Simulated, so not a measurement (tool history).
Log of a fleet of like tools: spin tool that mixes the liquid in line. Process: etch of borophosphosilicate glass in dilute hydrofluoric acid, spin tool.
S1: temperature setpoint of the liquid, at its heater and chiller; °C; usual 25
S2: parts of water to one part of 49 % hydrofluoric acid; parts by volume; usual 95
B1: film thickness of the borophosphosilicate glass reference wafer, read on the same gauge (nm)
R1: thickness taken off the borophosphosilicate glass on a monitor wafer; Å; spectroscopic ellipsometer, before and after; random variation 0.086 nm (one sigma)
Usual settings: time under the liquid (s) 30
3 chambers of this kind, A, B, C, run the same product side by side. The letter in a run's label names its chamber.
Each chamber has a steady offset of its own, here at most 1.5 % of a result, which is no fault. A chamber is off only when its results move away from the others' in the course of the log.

run 1B hour=9.8 | S1=25 S2=95 time_under_the_liquid_(s)=30 | B1=49.992 | R1=153.29
run 2A hour=18 | S1=25 S2=95 time_under_the_liquid_(s)=30 | B1=49.996 | R1=155.65
run 3C hour=27.8 | S1=25 S2=95 time_under_the_liquid_(s)=30 | B1=50.006 | R1=154.78
run 4B hour=35.7 | S1=25 S2=95 time_under_the_liquid_(s)=30 | B1=50.007 | R1=153.02
run 5A hour=43.8 | S1=25 S2=95 time_under_the_liquid_(s)=30 | B1=49.99 | R1=155.66
run 6C hour=49.3 | S1=25 S2=95 time_under_the_liquid_(s)=30 | B1=50.02 | R1=154.73
run 7A hour=55.5 | S1=25 S2=95 time_under_the_liquid_(s)=20 | B1=49.995 | R1=103.44
run 8B hour=62.3 | S1=25 S2=95 time_under_the_liquid_(s)=20 | B1=49.968 | R1=101.44
run 9C hour=73.2 | S1=25 S2=95 time_under_the_liquid_(s)=20 | B1=50.02 | R1=104.13
run 10A hour=82.7 | S1=29.5 S2=50 time_under_the_liquid_(s)=30 | B1=50.042 | R1=374.95
run 11C hour=94.7 | S1=29.5 S2=50 time_under_the_liquid_(s)=30 | B1=50.015 | R1=372
run 12B hour=101 | S1=29.5 S2=50 time_under_the_liquid_(s)=30 | B1=49.959 | R1=367.99
run 13A hour=108.1 | S1=25 S2=95 time_under_the_liquid_(s)=30 | B1=50.004 | R1=156.13
run 14B hour=115.2 | S1=25 S2=95 time_under_the_liquid_(s)=30 | B1=49.986 | R1=154.14
run 15C hour=123.8 | S1=25 S2=95 time_under_the_liquid_(s)=30 | B1=49.983 | R1=157.09
run 16A hour=132.8 | S1=25 S2=95 time_under_the_liquid_(s)=30 | B1=50.019 | R1=154.89
run 17C hour=143.5 | S1=25 S2=95 time_under_the_liquid_(s)=30 | B1=49.991 | R1=158.04
run 18B hour=154.4 | S1=25 S2=95 time_under_the_liquid_(s)=30 | B1=49.976 | R1=152.12
run 19C hour=164.6 | S1=25 S2=95 time_under_the_liquid_(s)=30 | B1=50.005 | R1=155.5
run 20B hour=176.6 | S1=25 S2=95 time_under_the_liquid_(s)=30 | B1=50.025 | R1=153.3
run 21A hour=185.7 | S1=25 S2=95 time_under_the_liquid_(s)=30 | B1=49.969 | R1=157.37
run 22A hour=192.3 | S1=25 S2=95 time_under_the_liquid_(s)=30 | B1=50.025 | R1=153.77
run 23B hour=200.2 | S1=25 S2=95 time_under_the_liquid_(s)=30 | B1=49.955 | R1=153.1
run 24C hour=207.2 | S1=20.5 S2=95 time_under_the_liquid_(s)=30 | B1=49.979 | R1=130.5
run 25B hour=215.8 | S1=20.5 S2=95 time_under_the_liquid_(s)=30 | B1=50.02 | R1=126.54
run 26A hour=222.8 | S1=20.5 S2=95 time_under_the_liquid_(s)=30 | B1=50.006 | R1=129.3
run 27C hour=231.4 | S1=25 S2=60 time_under_the_liquid_(s)=30 | B1=49.973 | R1=255.5
run 28C hour=243.3 | S1=25 S2=60 time_under_the_liquid_(s)=30 | B1=50.007 | R1=253.68
run 29A hour=250 | S1=25 S2=60 time_under_the_liquid_(s)=30 | B1=50.011 | R1=261.26
run 30B hour=258.5 | S1=25 S2=95 time_under_the_liquid_(s)=30 | B1=50.01 | R1=152.78
run 31B hour=266.2 | S1=25 S2=95 time_under_the_liquid_(s)=30 | B1=50.024 | R1=151.74
run 32A hour=276.9 | S1=25 S2=95 time_under_the_liquid_(s)=30 | B1=49.996 | R1=156.29
run 33C hour=284 | S1=25 S2=95 time_under_the_liquid_(s)=30 | B1=50.008 | R1=155.27
-- hour=286 chamber B: hydrofluoric acid flow meter replaced
run 34C hour=290.2 | S1=25 S2=95 time_under_the_liquid_(s)=30 | B1=49.991 | R1=157.45
run 35A hour=299.4 | S1=25 S2=95 time_under_the_liquid_(s)=30 | B1=50.032 | R1=155.8
run 36B hour=305.6 | S1=25 S2=95 time_under_the_liquid_(s)=30 | B1=50.005 | R1=152.31
run 37B hour=312.3 | S1=25 S2=95 time_under_the_liquid_(s)=30 | B1=50.022 | R1=152.41
run 38A hour=321.1 | S1=25 S2=95 time_under_the_liquid_(s)=30 | B1=49.984 | R1=156.58
run 39C hour=328.1 | S1=25 S2=95 time_under_the_liquid_(s)=30 | B1=50.009 | R1=156.92
run 40A hour=337.9 | S1=25 S2=95 time_under_the_liquid_(s)=30 | B1=50.002 | R1=157.16
run 41C hour=344.8 | S1=25 S2=95 time_under_the_liquid_(s)=30 | B1=49.996 | R1=155.74
run 42B hour=352.5 | S1=25 S2=95 time_under_the_liquid_(s)=30 | B1=49.999 | R1=152.42

Next, every chamber runs the same settings. What will each give?
run 43A hour=361.3 | S1=25 S2=95 time_under_the_liquid_(s)=30 | R1=?
run 43B hour=361.3 | S1=25 S2=95 time_under_the_liquid_(s)=30 | R1=?
run 43C hour=361.3 | S1=25 S2=95 time_under_the_liquid_(s)=30 | R1=?

run=43A R1=154.57
run=43B R1=152.61
run=43C R1=156.81

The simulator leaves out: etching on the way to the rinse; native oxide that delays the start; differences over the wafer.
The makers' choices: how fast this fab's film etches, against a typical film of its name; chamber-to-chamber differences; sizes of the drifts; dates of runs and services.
